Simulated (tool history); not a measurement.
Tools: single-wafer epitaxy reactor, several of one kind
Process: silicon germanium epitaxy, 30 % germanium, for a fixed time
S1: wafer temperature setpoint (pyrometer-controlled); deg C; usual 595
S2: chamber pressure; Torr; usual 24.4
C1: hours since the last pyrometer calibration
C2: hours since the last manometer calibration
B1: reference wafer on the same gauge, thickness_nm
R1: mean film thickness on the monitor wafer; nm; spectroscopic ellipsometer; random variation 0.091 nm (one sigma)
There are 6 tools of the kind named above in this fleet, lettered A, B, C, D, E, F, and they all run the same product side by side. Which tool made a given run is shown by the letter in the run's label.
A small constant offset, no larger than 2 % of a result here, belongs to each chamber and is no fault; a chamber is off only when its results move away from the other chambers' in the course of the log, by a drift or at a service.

run	day	S1	S2	C1	C2	B1	R1
1D	0.142	595	24.4	828.5	663	69.841	58.803
2F	0.429	595	24.4	3147.8	1054.1	69.843	58.174
3B	0.629	595	24.4	42.7	2442	69.835	58.591
4E	0.871	595	24.4	861.2	2041.7	69.835	58.296
5A	1.046	595	24.4	771.3	628.5	69.859	57.696
6C	1.267	606	27.2	989.6	941.8	69.874	73.31
7B	1.433	606	27.2	62	2461.3	69.863	74.549
8A	1.575	606	27.2	784	641.2	69.87	74.044
9D	1.817	606	27.2	868.7	703.2	69.896	75.292
10C	1.962	606	27.2	1006.3	958.5	69.902	73.254
11E	2.183	606	27.2	892.7	2073.2	69.914	74.425
12F	2.317	581	24.4	3193.1	1099.4	69.895	44.562
13F	2.508	581	24.4	3197.7	1104	69.908	44.532
# day 2.588: chamber F: pyrometer calibrated
14E	2.679	581	24.4	904.6	2085.1	69.899	45.124
15D	2.875	581	24.4	894.1	728.6	69.936	45.174
16C	3.062	581	24.4	1032.7	984.9	69.958	44.271
17A	3.35	581	24.4	826.6	683.8	69.999	44.33
18B	3.521	595	24.4	112.1	2511.4	69.991	58.697
19D	3.783	588	24.4	915.9	750.4	69.979	51.619
20A	4.046	588	24.4	843.3	700.5	70.015	50.657
21F	4.267	588	24.4	40.4	1146.2	70.025	51.154
22C	4.467	588	24.4	1066.4	1018.6	70.023	50.61
23B	4.612	588	24.4	138.3	2537.6	70.035	51.803
24E	4.796	588	24.4	955.4	2135.9	70.038	51.673
25B	4.996	595	24.4	147.5	2546.8	70.05	58.721
26D	5.212	595	24.4	950.2	784.7	70.063	58.913
27A	5.35	595	24.4	874.6	731.8	70.088	58.007
28F	5.629	595	24.4	73.1	1178.9	70.124	58.361
29E	5.862	595	24.4	981	2161.5	70.104	58.588
30C	6.058	595	24.4	1104.6	1056.8	70.125	57.613
31B	6.329	595	21.7	179.5	2578.8	70.115	56.131
32C	6.462	595	21.7	1114.3	1066.5	70.149	55.019
33F	6.688	595	21.7	98.5	1204.3	70.127	55.686
34E	6.958	595	21.7	1007.3	2187.8	70.157	56.09
35A	7.229	595	21.7	919.7	776.9	70.173	55.266
36D	7.438	595	21.7	1003.6	838.1	70.191	56.356
37E	7.596	595	24.4	1022.6	2203.1	70.2	58.632
38D	7.783	582	21.7	1011.9	846.4	70.194	44.075
39A	7.942	582	21.7	936.8	794	70.213	43.327
40C	8.104	582	21.7	1153.7	1105.9	70.218	43.219
41F	8.317	582	21.7	137.6	1243.4	70.218	43.553
42B	8.492	582	21.7	231.4	2630.7	70.237	44.099

Next, every chamber runs the same settings. What will each give?
43A	8.696	595	29				?
43B	8.696	595	29				?
43C	8.696	595	29				?
43D	8.696	595	29				?
43E	8.696	595	29				?
43F	8.696	595	29				?

run	R1
43A	62.328
43B	63.192
43C	61.824
43D	63.276
43E	62.998
43F	62.588

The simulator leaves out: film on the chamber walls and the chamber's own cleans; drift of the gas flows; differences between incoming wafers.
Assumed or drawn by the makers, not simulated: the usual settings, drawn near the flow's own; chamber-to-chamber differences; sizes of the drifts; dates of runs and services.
